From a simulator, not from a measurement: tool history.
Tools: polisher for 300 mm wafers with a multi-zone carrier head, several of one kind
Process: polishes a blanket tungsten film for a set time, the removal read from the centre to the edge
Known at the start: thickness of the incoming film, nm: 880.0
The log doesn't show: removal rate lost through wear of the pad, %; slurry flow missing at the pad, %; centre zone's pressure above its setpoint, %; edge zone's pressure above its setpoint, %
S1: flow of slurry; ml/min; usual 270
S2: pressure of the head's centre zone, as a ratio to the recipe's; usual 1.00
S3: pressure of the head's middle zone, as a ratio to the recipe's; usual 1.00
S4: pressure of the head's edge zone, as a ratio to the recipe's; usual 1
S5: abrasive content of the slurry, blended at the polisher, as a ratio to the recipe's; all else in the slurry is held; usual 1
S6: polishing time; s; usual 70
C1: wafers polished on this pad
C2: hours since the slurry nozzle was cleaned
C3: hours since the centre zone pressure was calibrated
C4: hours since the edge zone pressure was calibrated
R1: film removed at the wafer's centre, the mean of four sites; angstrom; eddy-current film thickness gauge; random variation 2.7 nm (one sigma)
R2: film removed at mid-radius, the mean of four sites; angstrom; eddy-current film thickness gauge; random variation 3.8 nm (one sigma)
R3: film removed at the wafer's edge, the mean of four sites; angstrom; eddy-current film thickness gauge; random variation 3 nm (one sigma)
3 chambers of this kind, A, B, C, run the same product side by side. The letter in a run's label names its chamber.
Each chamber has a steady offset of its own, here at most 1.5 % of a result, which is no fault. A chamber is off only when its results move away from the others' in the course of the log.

{"run": "1A", "hour": 13.3, "S1": 270, "S2": 1.0, "S3": 1.0, "S4": 1, "S5": 1, "S6": 70, "C1": 251, "C2": 548.4, "C3": 485.1, "C4": 472.2, "R1": 3672.7, "R2": 3691.5, "R3": 3710.7}
{"run": "2B", "hour": 24.9, "S1": 270, "S2": 1.0, "S3": 1.0, "S4": 1, "S5": 1, "S6": 70, "C1": 682, "C2": 347.2, "C3": 162.1, "C4": 759.1, "R1": 3691.5, "R2": 3747.9, "R3": 3680.1}
{"run": "3C", "hour": 37.3, "S1": 270, "S2": 1.0, "S3": 1.0, "S4": 1, "S5": 1, "S6": 70, "C1": 894, "C2": 72.6, "C3": 80.3, "C4": 710.7, "R1": 3726.0, "R2": 3667.4, "R3": 3690.5}
{"run": "4A", "hour": 50.2, "S1": 270, "S2": 1.0, "S3": 1.0, "S4": 1, "S5": 1, "S6": 70, "C1": 619, "C2": 585.3, "C3": 522.0, "C4": 509.1, "R1": 3689.2, "R2": 3632.2, "R3": 3668.6}
{"hour": 56.4, "done": "chamber C: worn pad replaced by a new one"}
{"run": "5C", "hour": 61.5, "S1": 270, "S2": 1.0, "S3": 1.0, "S4": 1, "S5": 1, "S6": 70, "C1": 51, "C2": 96.8, "C3": 104.5, "C4": 734.9, "R1": 3763.1, "R2": 3675.8, "R3": 3659.4}
{"hour": 70.4, "done": "chamber B: slurry nozzle cleaned"}
{"run": "6B", "hour": 74.4, "S1": 270, "S2": 1.0, "S3": 1.0, "S4": 1, "S5": 1, "S6": 70, "C1": 1177, "C2": 4.0, "C3": 211.6, "C4": 808.6, "R1": 3704.4, "R2": 3713.3, "R3": 3632.1}
{"run": "7B", "hour": 81.2, "S1": 270, "S2": 1.0, "S3": 1.0, "S4": 1, "S5": 1, "S6": 70, "C1": 1245, "C2": 10.8, "C3": 218.4, "C4": 815.4, "R1": 3626.4, "R2": 3722.1, "R3": 3641.7}
{"hour": 85.5, "done": "chamber A: worn pad replaced by a new one"}
{"hour": 85.7, "done": "chamber A: slurry nozzle cleaned"}
{"run": "8C", "hour": 90.2, "S1": 270, "S2": 1.0, "S3": 1.0, "S4": 1, "S5": 1, "S6": 70, "C1": 337, "C2": 125.5, "C3": 133.2, "C4": 763.6, "R1": 3723.9, "R2": 3626.9, "R3": 3748.9}
{"run": "9A", "hour": 103.2, "S1": 270, "S2": 1.0, "S3": 0.94, "S4": 1, "S5": 1, "S6": 55, "C1": 177, "C2": 17.6, "C3": 575.0, "C4": 562.1, "R1": 2890.7, "R2": 2731.7, "R3": 2892.7}
{"run": "10A", "hour": 111.4, "S1": 270, "S2": 1.0, "S3": 0.94, "S4": 1, "S5": 1, "S6": 55, "C1": 259, "C2": 25.8, "C3": 583.2, "C4": 570.3, "R1": 2913.4, "R2": 2766.2, "R3": 2888.7}
{"run": "11C", "hour": 120.0, "S1": 270, "S2": 1.0, "S3": 0.94, "S4": 1, "S5": 1, "S6": 55, "C1": 635, "C2": 155.3, "C3": 163.0, "C4": 793.4, "R1": 2895.6, "R2": 2778.1, "R3": 2874.5}
{"run": "12B", "hour": 126.5, "S1": 270, "S2": 1.1, "S3": 1.0, "S4": 1, "S5": 1, "S6": 70, "C1": 1697, "C2": 56.1, "C3": 263.7, "C4": 860.7, "R1": 4005.7, "R2": 3649.1, "R3": 3661.7}
{"run": "13B", "hour": 139.0, "S1": 270, "S2": 1.1, "S3": 1.0, "S4": 1, "S5": 1, "S6": 70, "C1": 1822, "C2": 68.6, "C3": 276.2, "C4": 873.2, "R1": 3973.1, "R2": 3666.6, "R3": 3622.5}
{"run": "14C", "hour": 152.5, "S1": 270, "S2": 1.1, "S3": 1.0, "S4": 1, "S5": 1, "S6": 70, "C1": 960, "C2": 187.8, "C3": 195.5, "C4": 825.9, "R1": 4175.8, "R2": 3703.2, "R3": 3712.7}
{"run": "15A", "hour": 161.7, "S1": 185, "S2": 1.0, "S3": 1.07, "S4": 1, "S5": 1, "S6": 70, "C1": 761, "C2": 76.1, "C3": 633.5, "C4": 620.6, "R1": 3462.1, "R2": 3834.6, "R3": 3587.4}
{"hour": 166.6, "done": "chamber C: worn pad replaced by a new one"}
{"run": "16C", "hour": 174.1, "S1": 185, "S2": 1.0, "S3": 1.07, "S4": 1, "S5": 1, "S6": 70, "C1": 75, "C2": 209.4, "C3": 217.1, "C4": 847.5, "R1": 3581.6, "R2": 3736.8, "R3": 3583.2}
{"run": "17A", "hour": 183.4, "S1": 185, "S2": 1.0, "S3": 1.07, "S4": 1, "S5": 1, "S6": 70, "C1": 978, "C2": 97.8, "C3": 655.2, "C4": 642.3, "R1": 3452.8, "R2": 3695.5, "R3": 3562.6}
{"hour": 194.3, "done": "chamber C: slurry nozzle cleaned"}
{"run": "18B", "hour": 195.4, "S1": 270, "S2": 1.0, "S3": 1.0, "S4": 1, "S5": 1, "S6": 70, "C1": 2386, "C2": 125.0, "C3": 332.6, "C4": 929.6, "R1": 3560.4, "R2": 3578.0, "R3": 3571.7}
{"hour": 200.9, "done": "chamber A: worn pad replaced by a new one"}
{"run": "19C", "hour": 207.7, "S1": 320, "S2": 1.06, "S3": 1.0, "S4": 1, "S5": 1, "S6": 70, "C1": 410, "C2": 13.4, "C3": 250.7, "C4": 881.1, "R1": 4015.0, "R2": 3743.6, "R3": 3763.5}
{"run": "20A", "hour": 217.2, "S1": 320, "S2": 1.06, "S3": 1.0, "S4": 1, "S5": 1, "S6": 70, "C1": 163, "C2": 131.6, "C3": 689.0, "C4": 676.1, "R1": 3985.4, "R2": 3761.6, "R3": 3764.5}
{"run": "21B", "hour": 231.4, "S1": 320, "S2": 1.06, "S3": 1.0, "S4": 1, "S5": 1, "S6": 70, "C1": 2746, "C2": 161.0, "C3": 368.6, "C4": 965.6, "R1": 3838.8, "R2": 3606.9, "R3": 3592.9}
{"run": "22A", "hour": 238.5, "S1": 205, "S2": 1.0, "S3": 1.0, "S4": 1, "S5": 1, "S6": 84, "C1": 376, "C2": 152.9, "C3": 710.3, "C4": 697.4, "R1": 4203.3, "R2": 4236.5, "R3": 4382.5}
{"run": "23B", "hour": 253.1, "S1": 205, "S2": 1.0, "S3": 1.0, "S4": 1, "S5": 1, "S6": 84, "C1": 2962, "C2": 182.7, "C3": 390.3, "C4": 987.3, "R1": 4020.4, "R2": 4110.3, "R3": 4136.3}

What goes on in this fleet: one chamber off, a drifting gauge, or nothing beyond the chambers' own small offsets? Name the chamber and the cause, if any.

Chamber B drifts away from the others.
Cause: removal rate lost through wear of the pad, % = 5.71.

Here are 4 candidates for chamber B's next run, each the usual settings with a change, their results left as question marks. Which one brings its results back in line with what the others give on the usual settings?
In line means no further than this from the other chambers' mean on the usual settings: R1 94.0 angstrom; R2 130.0 angstrom; R3 100.0 angstrom
{"run": "24B-1", "hour": 263.6, "S1": 270, "S2": 1.0, "S3": 1.0, "S4": 1, "S5": 1, "S6": 69, "R1": "?", "R2": "?", "R3": "?"}
{"run": "24B-2", "hour": 263.6, "S1": 270, "S2": 1.0, "S3": 1.0, "S4": 1, "S5": 1, "S6": 71, "R1": "?", "R2": "?", "R3": "?"}
{"run": "24B-3", "hour": 263.6, "S1": 270, "S2": 1.01, "S3": 0.99, "S4": 1, "S5": 1, "S6": 74, "R1": "?", "R2": "?", "R3": "?"}
{"run": "24B-4", "hour": 263.6, "S1": 270, "S2": 0.99, "S3": 1.01, "S4": 1, "S5": 1, "S6": 66, "R1": "?", "R2": "?", "R3": "?"}

The other chambers' mean on the usual settings: R1 3716.1 angstrom; R2 3690.5 angstrom; R3 3699.1 angstrom
run=24B-1 R1=3426.6 R2=3462.1 R3=3443.2
run=24B-2 R1=3525.9 R2=3562.4 R3=3543.0
run=24B-3 R1=3714.3 R2=3678.2 R3=3693.2
run=24B-4 R1=3242.5 R2=3342.6 R3=3293.0
24B-3 brings the chamber back in line.
